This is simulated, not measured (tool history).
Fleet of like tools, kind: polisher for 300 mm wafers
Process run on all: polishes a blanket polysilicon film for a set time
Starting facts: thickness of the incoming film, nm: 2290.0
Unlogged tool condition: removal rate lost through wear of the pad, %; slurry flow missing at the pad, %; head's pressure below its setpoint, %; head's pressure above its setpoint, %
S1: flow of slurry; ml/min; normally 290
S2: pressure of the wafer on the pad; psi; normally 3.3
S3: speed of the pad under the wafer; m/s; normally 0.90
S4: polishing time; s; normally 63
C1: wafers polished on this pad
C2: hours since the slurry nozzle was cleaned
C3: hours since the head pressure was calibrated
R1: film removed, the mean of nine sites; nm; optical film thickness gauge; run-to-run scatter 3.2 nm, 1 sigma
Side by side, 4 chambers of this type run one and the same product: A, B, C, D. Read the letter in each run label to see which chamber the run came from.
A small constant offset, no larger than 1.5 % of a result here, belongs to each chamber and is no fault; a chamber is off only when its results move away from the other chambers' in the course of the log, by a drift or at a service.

| run | hour | S1 | S2 | S3 | S4 | C1 | C2 | C3 | R1 |
|---|---|---|---|---|---|---|---|---|---|
| 1D | 9.2 | 290 | 3.3 | 0.90 | 63 | 681 | 352.0 | 134.6 | 465.70 |
| 2B | 14.5 | 290 | 3.3 | 0.90 | 63 | 450 | 166.4 | 405.1 | 464.42 |
|  | 15.7 | chamber C: worn pad replaced by a new one |
| 3A | 21.9 | 290 | 3.3 | 0.90 | 63 | 446 | 476.7 | 521.5 | 465.91 |
| 4C | 28.2 | 290 | 3.3 | 0.90 | 63 | 135 | 509.8 | 230.2 | 461.29 |
|  | 35.1 | chamber B: worn pad replaced by a new one |
|  | 35.6 | chamber D: slurry nozzle cleaned |
| 5A | 36.2 | 290 | 3.3 | 0.90 | 63 | 600 | 491.0 | 535.8 | 470.29 |
| 6B | 40.8 | 290 | 3.3 | 0.90 | 63 | 61 | 192.7 | 431.4 | 461.94 |
| 7D | 45.7 | 290 | 2.3 | 1.04 | 63 | 1073 | 10.1 | 171.1 | 374.80 |
| 8C | 50.0 | 290 | 2.3 | 1.04 | 63 | 369 | 531.6 | 252.0 | 370.03 |
| 9B | 56.5 | 290 | 2.3 | 1.04 | 63 | 230 | 208.4 | 447.1 | 376.65 |
|  | 57.5 | chamber A: worn pad replaced by a new one |
| 10C | 64.8 | 290 | 2.3 | 1.04 | 63 | 528 | 546.4 | 266.8 | 371.08 |
| 11D | 70.9 | 290 | 3.3 | 0.90 | 63 | 1344 | 35.3 | 196.3 | 470.24 |
| 12A | 75.8 | 290 | 3.3 | 0.90 | 63 | 197 | 530.6 | 575.4 | 469.08 |
| 13C | 81.4 | 290 | 3.3 | 0.90 | 63 | 707 | 563.0 | 283.4 | 461.41 |
| 14D | 90.1 | 290 | 3.3 | 0.90 | 63 | 1550 | 54.5 | 215.5 | 464.58 |
| 15B | 95.2 | 290 | 3.3 | 0.90 | 63 | 646 | 247.1 | 485.8 | 460.36 |
|  | 96.7 | chamber B: worn pad replaced by a new one |
|  | 97.8 | chamber C: worn pad replaced by a new one |
| 16A | 100.8 | 290 | 3.3 | 0.90 | 63 | 466 | 555.6 | 600.4 | 466.71 |
|  | 102.5 | chamber C: slurry nozzle cleaned |
| 17C | 107.5 | 290 | 3.3 | 0.90 | 63 | 105 | 5.0 | 309.5 | 462.91 |
| 18D | 113.4 | 290 | 3.3 | 0.90 | 63 | 1801 | 77.8 | 238.8 | 468.86 |
| 19A | 119.1 | 290 | 3.3 | 0.90 | 63 | 662 | 573.9 | 618.7 | 470.91 |
| 20B | 127.4 | 290 | 3.3 | 0.90 | 63 | 330 | 279.3 | 518.0 | 463.53 |
|  | 128.5 | chamber A: worn pad replaced by a new one |
| 21B | 135.7 | 290 | 3.3 | 0.90 | 63 | 419 | 287.6 | 526.3 | 466.28 |
| 22A | 140.5 | 290 | 3.3 | 0.90 | 63 | 129 | 595.3 | 640.1 | 467.47 |
| 23D | 148.3 | 290 | 3.3 | 0.90 | 63 | 2176 | 112.7 | 273.7 | 464.36 |
| 24C | 152.8 | 290 | 3.3 | 0.90 | 63 | 592 | 50.3 | 354.8 | 460.95 |
|  | 153.5 | chamber B: worn pad replaced by a new one |
| 25A | 160.1 | 290 | 3.3 | 0.90 | 63 | 339 | 614.9 | 659.7 | 471.07 |
|  | 163.0 | chamber A: slurry nozzle cleaned |
| 26B | 167.2 | 290 | 3.3 | 0.90 | 63 | 148 | 319.1 | 557.8 | 460.89 |
| 27D | 175.4 | 290 | 3.3 | 0.90 | 77 | 2468 | 139.8 | 300.8 | 556.56 |
| 28C | 183.5 | 290 | 3.3 | 0.90 | 77 | 922 | 81.0 | 385.5 | 564.70 |
|  | 188.9 | chamber C: worn pad replaced by a new one |
| 29A | 190.9 | 290 | 3.3 | 0.90 | 77 | 671 | 27.9 | 690.5 | 564.62 |
| 30D | 196.7 | 290 | 3.3 | 0.90 | 77 | 2697 | 161.1 | 322.1 | 559.33 |
|  | 198.0 | chamber A: worn pad replaced by a new one |
| 31B | 203.2 | 290 | 3.3 | 0.90 | 63 | 535 | 355.1 | 593.8 | 463.85 |
|  | 208.1 | chamber B: worn pad replaced by a new one |
| 32C | 211.4 | 290 | 3.3 | 0.90 | 63 | 241 | 108.9 | 413.4 | 462.92 |
| 33C | 215.8 | 290 | 3.3 | 0.90 | 63 | 289 | 113.3 | 417.8 | 464.54 |
| 34A | 220.7 | 290 | 3.3 | 0.90 | 63 | 244 | 57.7 | 720.3 | 465.74 |
| 35B | 228.4 | 290 | 3.3 | 0.90 | 63 | 218 | 380.3 | 619.0 | 462.68 |
| 36D | 232.9 | 290 | 3.3 | 0.90 | 63 | 3086 | 197.3 | 358.3 | 444.49 |
| 37A | 240.7 | 290 | 3.3 | 0.90 | 63 | 459 | 77.7 | 740.3 | 466.35 |
| 38D | 248.8 | 290 | 3.3 | 0.90 | 47 | 3257 | 213.2 | 374.2 | 329.83 |
| 39B | 254.1 | 290 | 3.3 | 0.90 | 47 | 495 | 406.0 | 644.7 | 340.16 |
| 40C | 261.8 | 290 | 3.3 | 0.90 | 47 | 783 | 159.3 | 463.8 | 342.74 |
| 41C | 269.8 | 290 | 3.3 | 0.90 | 47 | 869 | 167.3 | 471.8 | 342.46 |
|  | 270.9 | chamber A: head pressure recalibrated |
|  | 272.3 | chamber A: worn pad replaced by a new one |
| 42A | 278.8 | 290 | 3.3 | 0.90 | 63 | 70 | 115.8 | 8.0 | 468.31 |
| 43D | 283.1 | 290 | 3.3 | 0.90 | 63 | 3626 | 247.5 | 408.5 | 438.85 |

Is one chamber off against the others, does the gauge drift, or is nothing wrong? If a chamber is off, say which, and what the likeliest cause is.

Little by little, chamber D moves away from the other chambers.
Cause: removal rate lost through wear of the pad, % = 7.
It could be hard to tell apart here from: slurry flow missing at the pad, %; head's pressure below its setpoint, %.

Chamber D could run next with any of the 4 candidate recipes listed below; each alters the usual settings, and their results appear as question marks. Which one brings its results back in line with what the other chambers deliver on the usual settings?
Allowed miss from the other chambers' usual-settings mean, per result, to count as in line: R1 11.00 nm
| 44D-1 | 289.7 | 290 | 3.3 | 0.90 | 62 |  |  |  | ? |
| 44D-2 | 289.7 | 290 | 3.2 | 0.88 | 63 |  |  |  | ? |
| 44D-3 | 289.7 | 290 | 3.3 | 0.90 | 64 |  |  |  | ? |
| 44D-4 | 289.7 | 290 | 3.4 | 0.92 | 64 |  |  |  | ? |

What the other chambers average on the usual settings: R1 462.06 nm
| run | R1 |
|---|---|
| 44D-1 | 428.54 |
| 44D-2 | 412.94 |
| 44D-3 | 442.36 |
| 44D-4 | 465.82 |
The right change is 44D-4: it brings the chamber back within the allowed miss of the others.
